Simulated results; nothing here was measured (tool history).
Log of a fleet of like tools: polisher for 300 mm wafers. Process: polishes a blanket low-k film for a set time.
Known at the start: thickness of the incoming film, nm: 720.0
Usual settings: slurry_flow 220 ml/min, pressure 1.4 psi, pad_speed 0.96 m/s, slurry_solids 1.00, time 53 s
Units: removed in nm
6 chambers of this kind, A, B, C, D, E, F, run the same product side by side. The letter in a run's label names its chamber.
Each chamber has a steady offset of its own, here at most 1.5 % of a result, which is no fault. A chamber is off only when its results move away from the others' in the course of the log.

run	hour	slurry_flow	pressure	pad_speed	slurry_solids	time	wafers polished on this pad	hours since the slurry nozzle was cleaned	hours since the head pressure was calibrated	hours since the slurry blender was calibrated	hours since the conditioning disc was replaced	removed
1A	3.9	220	1.4	0.96	1.00	53	466	192.6	784.4	114.6	138.1	13.1460
2D	11.5	220	1.4	0.96	1.00	53	764	656.9	50.8	18.2	393.1	13.3970
3C	16.4	220	1.4	0.96	1.00	53	1135	525.2	658.6	153.2	313.9	13.1870
# hour 19.0: chamber B: slurry blender recalibrated
# hour 22.6: chamber C: conditioning disc replaced and pad reconditioned
4F	23.2	220	1.4	0.96	1.00	53	1264	244.3	326.6	151.8	188.8	13.2250
# hour 24.5: chamber A: head pressure recalibrated
# hour 25.4: chamber E: slurry blender recalibrated
# hour 26.3: chamber B: worn pad replaced by a new one
5E	30.8	220	1.4	0.96	1.00	53	844	437.4	502.0	5.4	380.3	13.2640
# hour 32.9: chamber C: worn pad replaced by a new one
# hour 34.4: chamber A: worn pad replaced by a new one
6B	36.2	220	1.4	0.96	1.00	53	148	262.2	231.1	17.2	178.5	13.3390
# hour 37.5: chamber A: conditioning disc replaced and pad reconditioned
# hour 38.6: chamber F: worn pad replaced by a new one
# hour 42.0: chamber E: worn pad replaced by a new one
7C	43.8	220	1.4	0.96	1.00	53	163	552.6	686.0	180.6	21.2	13.2250
8E	49.6	220	1.4	0.96	1.00	53	113	456.2	520.8	24.2	399.1	13.3070
9D	53.3	220	1.4	0.96	0.75	53	1386	698.7	92.6	60.0	434.9	11.4820
# hour 59.5: chamber C: slurry blender recalibrated
10A	60.1	220	1.4	0.96	0.75	53	383	248.8	35.6	170.8	22.6	11.4130
11F	67.8	220	1.4	0.96	0.75	53	435	288.9	371.2	196.4	233.4	11.3780
# hour 69.7: chamber B: worn pad replaced by a new one
# hour 70.1: chamber D: worn pad replaced by a new one
12B	74.7	220	1.4	0.96	0.75	53	74	300.7	269.6	55.7	217.0	11.5330
13C	79.7	220	1.4	0.96	0.75	53	697	588.5	721.9	20.2	57.1	11.3690
14E	85.6	220	1.4	0.96	0.75	53	648	492.2	556.8	60.2	435.1	11.5610
# hour 90.9: chamber A: slurry nozzle cleaned
15F	92.6	220	1.4	0.96	1.00	53	804	313.7	396.0	221.2	258.2	13.0370
16B	96.3	220	0.9	0.96	1.00	53	396	322.3	291.2	77.3	238.6	8.5239
# hour 102.3: chamber A: worn pad replaced by a new one
17D	104.4	220	0.9	0.96	1.00	53	511	749.8	143.7	111.1	486.0	8.5935
# hour 105.4: chamber E: conditioning disc replaced and pad reconditioned
# hour 106.1: chamber E: worn pad replaced by a new one
# hour 111.3: chamber C: worn pad replaced by a new one
18A	113.0	220	0.9	0.96	1.00	53	160	22.1	88.5	223.7	75.5	8.5185
# hour 116.3: chamber B: worn pad replaced by a new one
# hour 118.4: chamber C: slurry nozzle cleaned
19C	118.9	220	0.9	0.96	1.00	53	113	0.6	761.1	59.4	96.3	8.5300
# hour 122.9: chamber F: worn pad replaced by a new one
# hour 123.4: chamber B: conditioning disc replaced and pad reconditioned
20E	127.2	220	0.9	0.96	1.00	53	314	533.8	598.4	101.8	21.8	8.6119
# hour 127.7: chamber A: slurry blender recalibrated
21F	134.0	220	0.9	0.96	1.00	53	165	355.1	437.4	262.6	299.6	8.2112
22D	139.3	290	1.0	0.96	1.00	53	1031	784.7	178.6	146.0	520.9	9.7821
23B	144.0	290	1.0	0.96	1.00	53	413	370.0	338.9	125.0	20.6	9.8612
24A	151.2	290	1.0	0.96	1.00	53	728	60.3	126.7	23.6	113.7	9.7465
# hour 152.8: chamber D: conditioning disc replaced and pad reconditioned
25B	155.1	290	1.0	0.96	1.00	53	578	381.1	350.0	136.1	31.7	9.7956
26F	158.9	290	1.0	0.96	1.00	53	536	380.0	462.3	287.5	324.5	9.3427
# hour 159.1: chamber B: worn pad replaced by a new one
# hour 163.6: chamber A: worn pad replaced by a new one
27C	167.0	290	1.0	0.96	1.00	53	829	48.7	809.2	107.5	144.4	9.7583
# hour 170.1: chamber F: conditioning disc replaced and pad reconditioned
28A	173.3	220	1.4	0.96	1.00	53	145	82.4	148.8	45.7	135.8	13.2940
# hour 176.4: chamber D: worn pad replaced by a new one
29E	179.4	220	1.4	0.96	1.00	53	1091	586.0	650.6	154.0	74.0	13.2740
# hour 181.1: chamber E: worn pad replaced by a new one
# hour 181.4: chamber D: slurry nozzle cleaned
30D	184.9	220	1.4	0.96	1.00	53	126	3.5	224.2	191.6	32.2	13.2840
31F	190.2	220	1.4	0.96	1.00	53	1001	411.3	493.6	318.8	20.2	12.5270
32E	196.3	220	1.4	0.96	1.00	53	227	602.9	667.5	170.9	90.9	13.4120
33C	201.8	220	1.4	0.96	1.00	53	1346	83.5	844.0	142.3	179.2	13.1760
# hour 205.8: chamber B: worn pad replaced by a new one
34B	206.4	220	1.4	0.96	1.00	53	8	432.4	401.3	187.4	83.0	13.2830
35A	214.3	220	1.4	0.96	1.00	53	755	123.4	189.8	86.7	176.8	13.3120
# hour 219.3: chamber D: slurry blender recalibrated
36D	221.8	220	1.4	0.96	1.00	53	675	40.4	261.1	2.6	69.1	13.2810

Is one chamber off against the others, does the gauge drift, or is nothing wrong? If a chamber is off, say which, and what the likeliest cause is.

Chamber F drifts away from the others.
Cause: head's pressure below its setpoint, % = 6.66.
The log may not tell that from: slurry flow missing at the pad, %; abrasive missing from the slurry, %.

Here are 4 candidates for chamber F's next run, each the usual settings with a change, their results left as question marks. Which one brings its results back in line with what the others give on the usual settings?
In line means no further than this from the other chambers' mean on the usual settings: removed 0.2900 nm
37F-1	228.0	220	1.4	1.00	1.00	53						?
37F-2	228.0	220	1.4	0.94	1.00	52						?
37F-3	228.0	215	1.4	0.88	1.00	53						?
37F-4	228.0	220	1.4	1.00	1.00	55						?

The other chambers' mean on the usual settings: removed 13.2600 nm
run	removed
37F-1	12.8000
37F-2	11.9550
37F-3	11.5300
37F-4	13.2830
37F-4 brings the chamber back in line.
